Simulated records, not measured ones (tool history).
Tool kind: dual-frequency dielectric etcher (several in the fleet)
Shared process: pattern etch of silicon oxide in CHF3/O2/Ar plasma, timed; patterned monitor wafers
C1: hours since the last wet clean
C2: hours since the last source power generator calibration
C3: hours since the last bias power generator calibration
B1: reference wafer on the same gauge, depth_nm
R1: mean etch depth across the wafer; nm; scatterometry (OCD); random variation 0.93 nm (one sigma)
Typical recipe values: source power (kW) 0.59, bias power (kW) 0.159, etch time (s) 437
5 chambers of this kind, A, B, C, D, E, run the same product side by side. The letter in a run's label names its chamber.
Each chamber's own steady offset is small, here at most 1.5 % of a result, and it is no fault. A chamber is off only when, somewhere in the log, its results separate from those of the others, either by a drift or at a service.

run 1C hour=4.3 | source_power_(kW)=0.59 bias_power_(kW)=0.159 etch_time_(s)=437 | C1=428.3 C2=1722.8 C3=2093.3 | B1=739.94 | R1=822.79
run 2E hour=9.1 | source_power_(kW)=0.59 bias_power_(kW)=0.159 etch_time_(s)=437 | C1=305.8 C2=570 C3=2302.8 | B1=739.73 | R1=818.17
run 3A hour=15.2 | source_power_(kW)=0.59 bias_power_(kW)=0.159 etch_time_(s)=437 | C1=343.9 C2=592.9 C3=902.3 | B1=739.7 | R1=822.45
run 4D hour=19 | source_power_(kW)=0.59 bias_power_(kW)=0.159 etch_time_(s)=437 | C1=446.6 C2=1333.8 C3=1972.8 | B1=739.77 | R1=816.23
run 5B hour=25.2 | source_power_(kW)=0.59 bias_power_(kW)=0.159 etch_time_(s)=437 | C1=79.1 C2=1828.9 C3=1771.4 | B1=739.58 | R1=817.06
run 6B hour=32.5 | source_power_(kW)=0.59 bias_power_(kW)=0.159 etch_time_(s)=437 | C1=86.4 C2=1836.2 C3=1778.7 | B1=739.17 | R1=820.76
run 7E hour=41.2 | source_power_(kW)=0.59 bias_power_(kW)=0.159 etch_time_(s)=437 | C1=337.9 C2=602.1 C3=2334.9 | B1=739.42 | R1=815.84
run 8C hour=48 | source_power_(kW)=0.59 bias_power_(kW)=0.159 etch_time_(s)=437 | C1=472 C2=1766.5 C3=2137 | B1=739.45 | R1=820.75
run 9A hour=53.3 | source_power_(kW)=0.59 bias_power_(kW)=0.159 etch_time_(s)=437 | C1=382 C2=631 C3=940.4 | B1=739.38 | R1=821.12
run 10D hour=61.6 | source_power_(kW)=0.59 bias_power_(kW)=0.159 etch_time_(s)=437 | C1=489.2 C2=1376.4 C3=2015.4 | B1=738.96 | R1=813.53
run 11C hour=69.2 | source_power_(kW)=0.59 bias_power_(kW)=0.159 etch_time_(s)=437 | C1=493.2 C2=1787.7 C3=2158.2 | B1=739.27 | R1=819.35
run 12E hour=73.2 | source_power_(kW)=0.59 bias_power_(kW)=0.159 etch_time_(s)=437 | C1=369.9 C2=634.1 C3=2366.9 | B1=739.1 | R1=816.16
run 13B hour=79.2 | source_power_(kW)=0.59 bias_power_(kW)=0.159 etch_time_(s)=437 | C1=133.1 C2=1882.9 C3=1825.4 | B1=738.96 | R1=819.44
run 14A hour=85.3 | source_power_(kW)=0.59 bias_power_(kW)=0.159 etch_time_(s)=437 | C1=414 C2=663 C3=972.4 | B1=738.72 | R1=820.68
run 15D hour=93.2 | source_power_(kW)=0.59 bias_power_(kW)=0.159 etch_time_(s)=437 | C1=520.8 C2=1408 C3=2047 | B1=738.5 | R1=813.9
run 16E hour=101.1 | source_power_(kW)=0.59 bias_power_(kW)=0.159 etch_time_(s)=437 | C1=397.8 C2=662 C3=2394.8 | B1=738.57 | R1=814.9
run 17C hour=107.5 | source_power_(kW)=0.59 bias_power_(kW)=0.159 etch_time_(s)=437 | C1=531.5 C2=1826 C3=2196.5 | B1=738.53 | R1=819.71
run 18A hour=113.8 | source_power_(kW)=0.59 bias_power_(kW)=0.159 etch_time_(s)=437 | C1=442.5 C2=691.5 C3=1000.9 | B1=738.28 | R1=820.63
run 19B hour=120 | source_power_(kW)=0.59 bias_power_(kW)=0.159 etch_time_(s)=437 | C1=173.9 C2=1923.7 C3=1866.2 | B1=738.19 | R1=818.09
run 20D hour=128.3 | source_power_(kW)=0.59 bias_power_(kW)=0.159 etch_time_(s)=437 | C1=555.9 C2=1443.1 C3=2082.1 | B1=737.98 | R1=812.62
run 21E hour=136.1 | source_power_(kW)=0.59 bias_power_(kW)=0.159 etch_time_(s)=437 | C1=432.8 C2=697 C3=2429.8 | B1=738.03 | R1=814.17
run 22B hour=141.5 | source_power_(kW)=0.59 bias_power_(kW)=0.159 etch_time_(s)=437 | C1=195.4 C2=1945.2 C3=1887.7 | B1=737.74 | R1=816.3
run 23A hour=145.4 | source_power_(kW)=0.59 bias_power_(kW)=0.159 etch_time_(s)=437 | C1=474.1 C2=723.1 C3=1032.5 | B1=737.84 | R1=820.21
run 24D hour=152.3 | source_power_(kW)=0.59 bias_power_(kW)=0.159 etch_time_(s)=437 | C1=579.9 C2=1467.1 C3=2106.1 | B1=737.82 | R1=812.68
-- hour=158.2 chamber C: wet clean of the chamber
run 25C hour=159.2 | source_power_(kW)=0.59 bias_power_(kW)=0.159 etch_time_(s)=437 | C1=1 C2=1877.7 C3=2248.2 | B1=737.78 | R1=820.91
run 26B hour=162.9 | source_power_(kW)=0.59 bias_power_(kW)=0.159 etch_time_(s)=437 | C1=216.8 C2=1966.6 C3=1909.1 | B1=737.85 | R1=816.46
run 27E hour=171.2 | source_power_(kW)=0.59 bias_power_(kW)=0.159 etch_time_(s)=437 | C1=467.9 C2=732.1 C3=2464.9 | B1=737.64 | R1=812.36
run 28A hour=176.4 | source_power_(kW)=0.59 bias_power_(kW)=0.159 etch_time_(s)=437 | C1=505.1 C2=754.1 C3=1063.5 | B1=737.68 | R1=819.69
run 29C hour=181 | source_power_(kW)=0.59 bias_power_(kW)=0.159 etch_time_(s)=437 | C1=22.8 C2=1899.5 C3=2270 | B1=737.26 | R1=821
run 30D hour=187.9 | source_power_(kW)=0.59 bias_power_(kW)=0.159 etch_time_(s)=437 | C1=615.5 C2=1502.7 C3=2141.7 | B1=737.37 | R1=812.22
-- hour=190.5 chamber B: source power generator calibrated
run 31D hour=193.4 | source_power_(kW)=0.59 bias_power_(kW)=0.159 etch_time_(s)=437 | C1=621 C2=1508.2 C3=2147.2 | B1=737.28 | R1=812.62
run 32A hour=197.8 | source_power_(kW)=0.59 bias_power_(kW)=0.159 etch_time_(s)=437 | C1=526.5 C2=775.5 C3=1084.9 | B1=737.16 | R1=819.64
run 33E hour=203.7 | source_power_(kW)=0.59 bias_power_(kW)=0.159 etch_time_(s)=437 | C1=500.4 C2=764.6 C3=2497.4 | B1=737.08 | R1=815.03
run 34C hour=209.4 | source_power_(kW)=0.59 bias_power_(kW)=0.159 etch_time_(s)=437 | C1=51.2 C2=1927.9 C3=2298.4 | B1=736.92 | R1=817.39
run 35B hour=215.3 | source_power_(kW)=0.59 bias_power_(kW)=0.159 etch_time_(s)=376 | C1=269.2 C2=24.8 C3=1961.5 | B1=736.9 | R1=701.89
run 36A hour=219.8 | source_power_(kW)=0.59 bias_power_(kW)=0.159 etch_time_(s)=376 | C1=548.5 C2=797.5 C3=1106.9 | B1=736.82 | R1=704.22
run 37B hour=224.2 | source_power_(kW)=0.59 bias_power_(kW)=0.159 etch_time_(s)=376 | C1=278.1 C2=33.7 C3=1970.4 | B1=736.85 | R1=701.71
run 38D hour=230.1 | source_power_(kW)=0.59 bias_power_(kW)=0.159 etch_time_(s)=376 | C1=657.7 C2=1544.9 C3=2183.9 | B1=736.57 | R1=696.13
run 39C hour=236.8 | source_power_(kW)=0.59 bias_power_(kW)=0.159 etch_time_(s)=376 | C1=78.6 C2=1955.3 C3=2325.8 | B1=736.8 | R1=704.73

Has any chamber moved away from the others, gradually or after a service, or does the common gauge drift, or do the chambers differ only by their own small steady offsets? State the chamber and the most likely cause if one applies.

The shared gauge is drifting. All chambers look as if they move in step, but none is off.
What lies behind it: gauge reads low (%) = 0.465.
